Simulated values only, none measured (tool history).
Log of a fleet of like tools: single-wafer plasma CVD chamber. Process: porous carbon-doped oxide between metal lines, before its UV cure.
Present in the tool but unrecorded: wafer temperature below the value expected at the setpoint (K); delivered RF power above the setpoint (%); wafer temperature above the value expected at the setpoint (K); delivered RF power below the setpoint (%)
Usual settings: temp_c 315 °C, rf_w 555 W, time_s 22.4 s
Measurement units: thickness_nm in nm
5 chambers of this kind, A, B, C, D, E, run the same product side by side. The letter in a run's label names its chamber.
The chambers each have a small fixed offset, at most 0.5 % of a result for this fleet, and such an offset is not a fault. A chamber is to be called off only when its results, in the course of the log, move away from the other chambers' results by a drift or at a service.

| run | day | temp_c | rf_w | time_s | hours since the last thermocouple change | hours since the last RF generator calibration | read-back reference wafer on the same gauge, thickness_nm | thickness_nm |
|---|---|---|---|---|---|---|---|---|
| 1A | 0.275 | 315 | 555 | 22.4 | 1173.3 | 1437.7 | 136.94 | 121.42 |
| 2B | 0.5 | 315 | 555 | 22.4 | 1358.2 | 1411.2 | 137.09 | 119.8 |
| 3C | 0.783 | 315 | 555 | 22.4 | 2501.8 | 710.4 | 136.94 | 120.42 |
| 4D | 1.154 | 315 | 555 | 22.4 | 2297.8 | 780.9 | 136.93 | 120.57 |
|  | 1.346 | chamber A: RF generator calibrated |
| 5E | 1.529 | 304 | 500 | 22.4 | 649.2 | 604.4 | 137.07 | 119.97 |
| 6B | 1.75 | 304 | 500 | 22.4 | 1388.2 | 1441.2 | 137.01 | 118.54 |
|  | 1.95 | chamber D: thermocouple changed; heater temperature recalibrated |
| 7E | 2.079 | 304 | 500 | 22.4 | 662.4 | 617.6 | 136.98 | 120.31 |
| 8C | 2.45 | 304 | 500 | 22.4 | 2541.8 | 750.4 | 136.97 | 119.31 |
| 9A | 2.767 | 304 | 500 | 22.4 | 1233.1 | 34.2 | 137.04 | 120.07 |
| 10D | 3.029 | 315 | 555 | 22.4 | 26 | 825.9 | 137.02 | 120.41 |
| 11B | 3.229 | 315 | 555 | 22.4 | 1423.7 | 1476.7 | 136.96 | 120 |
| 12D | 3.462 | 315 | 555 | 22.4 | 36.4 | 836.3 | 137.06 | 120.49 |
| 13E | 3.683 | 315 | 555 | 22.4 | 700.9 | 656.1 | 137.06 | 121.07 |
| 14C | 3.996 | 315 | 555 | 22.4 | 2578.9 | 787.5 | 137.09 | 120.45 |
| 15A | 4.312 | 315 | 555 | 22.4 | 1270.2 | 71.3 | 136.93 | 121.35 |
| 16C | 4.496 | 315 | 555 | 22.4 | 2590.9 | 799.5 | 136.93 | 120.42 |
|  | 4.792 | chamber C: thermocouple changed; heater temperature recalibrated |
| 17D | 4.896 | 315 | 555 | 22.4 | 70.8 | 870.7 | 137.05 | 120.65 |
| 18E | 5.15 | 315 | 555 | 22.4 | 736.1 | 691.3 | 136.93 | 121.24 |
| 19B | 5.5 | 315 | 555 | 22.4 | 1478.2 | 1531.2 | 136.98 | 119.96 |
| 20A | 5.792 | 307 | 515 | 22.4 | 1305.7 | 106.8 | 137 | 120.47 |
| 21A | 6.058 | 307 | 515 | 22.4 | 1312.1 | 113.2 | 136.92 | 119.47 |
| 22D | 6.254 | 307 | 515 | 22.4 | 103.4 | 903.3 | 136.99 | 119.44 |
| 23B | 6.5 | 307 | 515 | 22.4 | 1502.2 | 1555.2 | 136.98 | 118.84 |
| 24C | 6.862 | 307 | 515 | 22.4 | 49.8 | 856.3 | 137.01 | 119.63 |
|  | 7.042 | chamber A: thermocouple changed; heater temperature recalibrated |
| 25E | 7.283 | 315 | 555 | 22.4 | 787.3 | 742.5 | 137 | 120.82 |
| 26B | 7.679 | 315 | 555 | 22.4 | 1530.5 | 1583.5 | 137.06 | 120.18 |
| 27D | 8.054 | 315 | 555 | 22.4 | 146.6 | 946.5 | 137 | 120.45 |
| 28C | 8.438 | 315 | 555 | 22.4 | 87.6 | 894.1 | 136.97 | 120.39 |
| 29E | 8.858 | 315 | 555 | 22.4 | 825.1 | 780.3 | 136.96 | 121.21 |
| 30A | 9.054 | 315 | 555 | 22.4 | 48.3 | 185.1 | 136.92 | 124.67 |
| 31E | 9.321 | 315 | 555 | 22.4 | 836.2 | 791.4 | 136.91 | 121.55 |
| 32B | 9.7 | 301 | 555 | 22.4 | 1579 | 1632 | 137.06 | 129.38 |
| 33D | 9.908 | 301 | 555 | 22.4 | 191.1 | 991 | 136.96 | 129.75 |
| 34C | 10.242 | 301 | 555 | 22.4 | 130.9 | 937.4 | 136.95 | 129.44 |
| 35A | 10.6 | 301 | 555 | 22.4 | 85.4 | 222.2 | 136.99 | 135.39 |
| 36E | 10.9 | 301 | 555 | 22.4 | 874.1 | 829.3 | 136.89 | 130.15 |
| 37B | 11.125 | 315 | 555 | 22.4 | 1613.2 | 1666.2 | 137.08 | 120.05 |
| 38C | 11.346 | 315 | 555 | 22.4 | 157.4 | 963.9 | 136.97 | 120.05 |
| 39A | 11.658 | 315 | 555 | 22.4 | 110.8 | 247.6 | 137.03 | 125.79 |
| 40D | 11.954 | 315 | 555 | 22.4 | 240.2 | 1040.1 | 136.96 | 120.41 |

Is one chamber off against the others, does the gauge drift, or is nothing wrong? If a chamber is off, say which, and what the likeliest cause is.

After it was serviced, chamber A no longer matches the other chambers.
Cause: wafer temperature below the value expected at the setpoint (K) = 5.91.

Here are 4 candidates for chamber A's next run, each the usual settings with a change, their results left as question marks. Which one brings its results back in line with what the others give on the usual settings?
Counts as in line when no further than this from what the other chambers average on the usual settings: thickness_nm 1.1 nm
| 41A-1 | 12.262 | 315 | 525 | 22.4 |  |  |  | ? |
| 41A-2 | 12.262 | 315 | 550 | 22.2 |  |  |  | ? |
| 41A-3 | 12.262 | 314 | 565 | 22.9 |  |  |  | ? |
| 41A-4 | 12.262 | 313 | 555 | 22.4 |  |  |  | ? |

Average result of the remaining chambers running the usual settings: thickness_nm 120.46 nm
| run | thickness_nm |
|---|---|
| 41A-1 | 120.48 |
| 41A-2 | 123.26 |
| 41A-3 | 130.01 |
| 41A-4 | 126.46 |
Change 41A-1 lands the chamber within the allowed miss of the other chambers.

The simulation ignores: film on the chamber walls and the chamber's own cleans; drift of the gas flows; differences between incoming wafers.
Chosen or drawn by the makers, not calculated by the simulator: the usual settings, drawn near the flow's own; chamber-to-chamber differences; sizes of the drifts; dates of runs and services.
